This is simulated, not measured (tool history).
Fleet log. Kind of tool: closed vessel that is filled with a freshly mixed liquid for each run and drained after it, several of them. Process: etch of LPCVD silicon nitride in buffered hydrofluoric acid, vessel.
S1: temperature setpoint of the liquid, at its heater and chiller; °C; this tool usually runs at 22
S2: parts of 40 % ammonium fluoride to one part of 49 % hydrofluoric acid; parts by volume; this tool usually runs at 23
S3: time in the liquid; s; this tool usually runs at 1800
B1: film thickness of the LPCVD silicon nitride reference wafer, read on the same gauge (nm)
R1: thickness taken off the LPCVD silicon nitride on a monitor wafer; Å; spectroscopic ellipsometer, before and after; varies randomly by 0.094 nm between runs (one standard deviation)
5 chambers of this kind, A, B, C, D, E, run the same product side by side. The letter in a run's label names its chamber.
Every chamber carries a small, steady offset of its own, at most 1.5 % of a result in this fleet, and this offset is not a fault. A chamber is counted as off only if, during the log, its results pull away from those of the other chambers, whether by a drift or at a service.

{"run": "1B", "day": 0.367, "S1": 22, "S2": 23, "S3": 1800, "B1": 99.988, "R1": 94.195}
{"run": "2C", "day": 0.6, "S1": 22, "S2": 23, "S3": 1800, "B1": 99.972, "R1": 95.309}
{"run": "3D", "day": 0.946, "S1": 22, "S2": 23, "S3": 1800, "B1": 100.04, "R1": 92.376}
{"run": "4E", "day": 1.162, "S1": 22, "S2": 23, "S3": 1800, "B1": 99.979, "R1": 94.274}
{"run": "5A", "day": 1.342, "S1": 22, "S2": 23, "S3": 1800, "B1": 99.988, "R1": 94.885}
{"run": "6C", "day": 1.596, "S1": 22, "S2": 23, "S3": 1800, "B1": 99.991, "R1": 96.499}
{"run": "7B", "day": 1.796, "S1": 22, "S2": 23, "S3": 1800, "B1": 99.993, "R1": 95.02}
{"run": "8A", "day": 1.988, "S1": 22, "S2": 23, "S3": 1800, "B1": 99.988, "R1": 94.409}
{"run": "9E", "day": 2.3, "S1": 22, "S2": 23, "S3": 1800, "B1": 99.983, "R1": 92.819}
{"run": "10D", "day": 2.588, "S1": 22, "S2": 23, "S3": 1800, "B1": 99.998, "R1": 94.126}
{"run": "11D", "day": 2.867, "S1": 22, "S2": 23, "S3": 1800, "B1": 100.03, "R1": 94.668}
{"run": "12C", "day": 3.262, "S1": 22, "S2": 23, "S3": 1800, "B1": 100.06, "R1": 94.908}
{"run": "13B", "day": 3.679, "S1": 22, "S2": 23, "S3": 1800, "B1": 99.972, "R1": 95.856}
{"run": "14E", "day": 4.092, "S1": 24.5, "S2": 19.5, "S3": 1800, "B1": 100.02, "R1": 118.71}
{"run": "15A", "day": 4.4, "S1": 24.5, "S2": 19.5, "S3": 1800, "B1": 100.02, "R1": 122.82}
{"run": "16C", "day": 4.596, "S1": 24.5, "S2": 19.5, "S3": 1800, "B1": 99.963, "R1": 124.49}
{"run": "17A", "day": 4.958, "S1": 24.5, "S2": 19.5, "S3": 1800, "B1": 99.981, "R1": 124.06}
{"day": 5.062, "done": "chamber D: thermometer replaced"}
{"run": "18D", "day": 5.267, "S1": 24.5, "S2": 19.5, "S3": 1800, "B1": 100.03, "R1": 123.87}
{"run": "19B", "day": 5.671, "S1": 22, "S2": 19.5, "S3": 2710, "B1": 99.984, "R1": 159.85}
{"run": "20E", "day": 5.892, "S1": 22, "S2": 19.5, "S3": 2710, "B1": 100.01, "R1": 165.04}
{"run": "21A", "day": 6.104, "S1": 22, "S2": 19.5, "S3": 2710, "B1": 99.987, "R1": 163.45}
{"run": "22B", "day": 6.35, "S1": 22, "S2": 19.5, "S3": 2710, "B1": 99.963, "R1": 159.08}
{"run": "23D", "day": 6.608, "S1": 22, "S2": 19.5, "S3": 2710, "B1": 99.995, "R1": 162.42}
{"run": "24E", "day": 6.825, "S1": 22, "S2": 23, "S3": 1800, "B1": 99.971, "R1": 97.374}
{"run": "25C", "day": 7.142, "S1": 22, "S2": 23, "S3": 1800, "B1": 99.956, "R1": 96.925}
{"run": "26C", "day": 7.421, "S1": 22, "S2": 23, "S3": 1800, "B1": 100.03, "R1": 96.645}
{"run": "27B", "day": 7.629, "S1": 22, "S2": 23, "S3": 1800, "B1": 100.02, "R1": 94.243}
{"run": "28D", "day": 8.025, "S1": 22, "S2": 23, "S3": 1800, "B1": 100.02, "R1": 94.713}
{"run": "29E", "day": 8.417, "S1": 22, "S2": 23, "S3": 1800, "B1": 100.02, "R1": 99.246}
{"run": "30A", "day": 8.721, "S1": 22, "S2": 18, "S3": 2755, "B1": 99.993, "R1": 178.35}
{"day": 8.833, "done": "chamber B: thermometer replaced"}
{"run": "31B", "day": 9.029, "S1": 22, "S2": 18, "S3": 2755, "B1": 100.03, "R1": 177.78}
{"run": "32A", "day": 9.446, "S1": 22, "S2": 18, "S3": 2755, "B1": 99.994, "R1": 175.94}
{"run": "33C", "day": 9.667, "S1": 22, "S2": 18, "S3": 2755, "B1": 100.01, "R1": 179.9}

Next, every chamber runs the same settings. What will each give?
{"run": "34A", "day": 9.967, "S1": 19, "S2": 23, "S3": 1800, "R1": "?"}
{"run": "34B", "day": 9.967, "S1": 19, "S2": 23, "S3": 1800, "R1": "?"}
{"run": "34C", "day": 9.967, "S1": 19, "S2": 23, "S3": 1800, "R1": "?"}
{"run": "34D", "day": 9.967, "S1": 19, "S2": 23, "S3": 1800, "R1": "?"}
{"run": "34E", "day": 9.967, "S1": 19, "S2": 23, "S3": 1800, "R1": "?"}

run=34A R1=79.28
run=34B R1=80.112
run=34C R1=80.975
run=34D R1=81.607
run=34E R1=84.35

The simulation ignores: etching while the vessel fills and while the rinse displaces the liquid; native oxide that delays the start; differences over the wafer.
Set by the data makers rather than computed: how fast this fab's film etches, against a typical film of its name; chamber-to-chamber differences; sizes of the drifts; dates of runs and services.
